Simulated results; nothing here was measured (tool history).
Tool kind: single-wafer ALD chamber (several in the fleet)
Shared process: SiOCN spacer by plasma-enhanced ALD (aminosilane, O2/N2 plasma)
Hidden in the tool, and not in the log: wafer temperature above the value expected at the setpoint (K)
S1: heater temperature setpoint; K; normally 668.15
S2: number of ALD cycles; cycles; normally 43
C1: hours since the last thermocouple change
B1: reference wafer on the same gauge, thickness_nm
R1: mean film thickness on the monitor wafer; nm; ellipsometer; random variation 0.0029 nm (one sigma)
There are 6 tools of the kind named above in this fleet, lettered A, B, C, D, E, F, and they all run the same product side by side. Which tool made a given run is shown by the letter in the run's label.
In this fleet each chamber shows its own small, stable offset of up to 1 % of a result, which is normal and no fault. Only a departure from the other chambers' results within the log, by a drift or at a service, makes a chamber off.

Run 1A, hour 7.5: usual settings; C1 2041.5; B1 2.4597. Result: R1 2.6041 nm.
Run 2E, hour 13.5: usual settings; C1 201.7; B1 2.4590. Result: R1 2.6026 nm.
Run 3C, hour 18.4: usual settings; C1 754.2; B1 2.4590. Result: R1 2.6055 nm.
Run 4D, hour 25.2: usual settings; C1 966.6; B1 2.4590. Result: R1 2.5760 nm.
Run 5F, hour 32.3: usual settings; C1 911.8; B1 2.4586. Result: R1 2.5745 nm.
Run 6B, hour 40.2: usual settings; C1 431.9; B1 2.4583. Result: R1 2.5921 nm.
Run 7B, hour 44.0: usual settings; C1 435.7; B1 2.4575. Result: R1 2.5924 nm.
Run 8C, hour 50.6: usual settings; C1 786.4; B1 2.4574. Result: R1 2.6141 nm.
Run 9A, hour 55.4: usual settings; C1 2089.4; B1 2.4575. Result: R1 2.5964 nm.
Run 10F, hour 62.3: usual settings; C1 941.8; B1 2.4572. Result: R1 2.5808 nm.
Run 11D, hour 68.8: usual settings; C1 1010.2; B1 2.4570. Result: R1 2.5743 nm.
Run 12E, hour 77.0: usual settings; C1 265.2; B1 2.4560. Result: R1 2.5958 nm.
Run 13F, hour 82.3: usual settings but S1 655.15 K; C1 961.8; B1 2.4564. Result: R1 2.5839 nm.
Run 14B, hour 86.2: usual settings but S1 655.15 K; C1 477.9; B1 2.4567. Result: R1 2.5893 nm.
Run 15C, hour 89.9: usual settings but S1 655.15 K; C1 825.7; B1 2.4562. Result: R1 2.6085 nm.
Run 16A, hour 96.5: usual settings but S1 655.15 K; C1 2130.5; B1 2.4554. Result: R1 2.5982 nm.
Run 17E, hour 104.6: usual settings but S1 655.15 K; C1 292.8; B1 2.4552. Result: R1 2.5936 nm.
Run 18D, hour 110.3: usual settings but S1 655.15 K; C1 1051.7; B1 2.4552. Result: R1 2.5687 nm.
Run 19D, hour 115.2: usual settings; C1 1056.6; B1 2.4548. Result: R1 2.5701 nm.
Run 20F, hour 119.0: usual settings; C1 998.5; B1 2.4547. Result: R1 2.5749 nm.
Run 21B, hour 126.8: usual settings; C1 518.5; B1 2.4543. Result: R1 2.5885 nm.
Run 22E, hour 134.1: usual settings but S1 661.15 K, S2 50 cycles; C1 322.3; B1 2.4542. Result: R1 3.0149 nm.
Run 23A, hour 141.3: usual settings but S1 661.15 K, S2 50 cycles; C1 2175.3; B1 2.4540. Result: R1 3.0124 nm.
Run 24C, hour 148.2: usual settings but S1 661.15 K, S2 50 cycles; C1 884.0; B1 2.4542. Result: R1 3.0249 nm.
Run 25C, hour 156.2: usual settings but S1 661.15 K, S2 50 cycles; C1 892.0; B1 2.4532. Result: R1 3.0284 nm.
Run 26F, hour 163.4: usual settings but S1 661.15 K, S2 50 cycles; C1 1042.9; B1 2.4528. Result: R1 3.0002 nm.
Run 27E, hour 170.4: usual settings but S1 661.15 K, S2 50 cycles; C1 358.6; B1 2.4522. Result: R1 3.0196 nm.
Run 28B, hour 175.6: usual settings; C1 567.3; B1 2.4523. Result: R1 2.5868 nm.
Run 29D, hour 179.9: usual settings; C1 1121.3; B1 2.4523. Result: R1 2.5715 nm.
Run 30A, hour 187.5: usual settings; C1 2221.5; B1 2.4521. Result: R1 2.5964 nm.
Run 31D, hour 194.2: usual settings; C1 1135.6; B1 2.4512. Result: R1 2.5706 nm.
Run 32E, hour 199.1: usual settings; C1 387.3; B1 2.4518. Result: R1 2.5907 nm.
Run 33F, hour 206.8: usual settings; C1 1086.3; B1 2.4513. Result: R1 2.5662 nm.
Run 34B, hour 212.9: usual settings but S1 654.15 K; C1 604.6; B1 2.4510. Result: R1 2.5890 nm.
Run 35A, hour 221.0: usual settings but S1 654.15 K; C1 2255.0; B1 2.4502. Result: R1 2.5912 nm.
Run 36C, hour 227.3: usual settings but S1 654.15 K; C1 963.1; B1 2.4499. Result: R1 2.6023 nm.
Run 37B, hour 233.2: usual settings but S1 654.15 K; C1 624.9; B1 2.4504. Result: R1 2.5861 nm.
Run 38D, hour 240.5: usual settings but S1 654.15 K; C1 1181.9; B1 2.4494. Result: R1 2.5691 nm.
Run 39C, hour 247.7: usual settings but S1 654.15 K; C1 983.5; B1 2.4486. Result: R1 2.6029 nm.
Run 40E, hour 254.9: usual settings; C1 443.1; B1 2.4487. Result: R1 2.5864 nm.

Which is it: a chamber that has drifted or been left off by a service, a gauge drift common to all chambers, or only each chamber's usual small offset? If a chamber is off, name it and its likeliest cause.

Gauge drift. The chambers move together only on paper, and none stands off.
Most likely cause: gauge reads low (%) = 0.464.

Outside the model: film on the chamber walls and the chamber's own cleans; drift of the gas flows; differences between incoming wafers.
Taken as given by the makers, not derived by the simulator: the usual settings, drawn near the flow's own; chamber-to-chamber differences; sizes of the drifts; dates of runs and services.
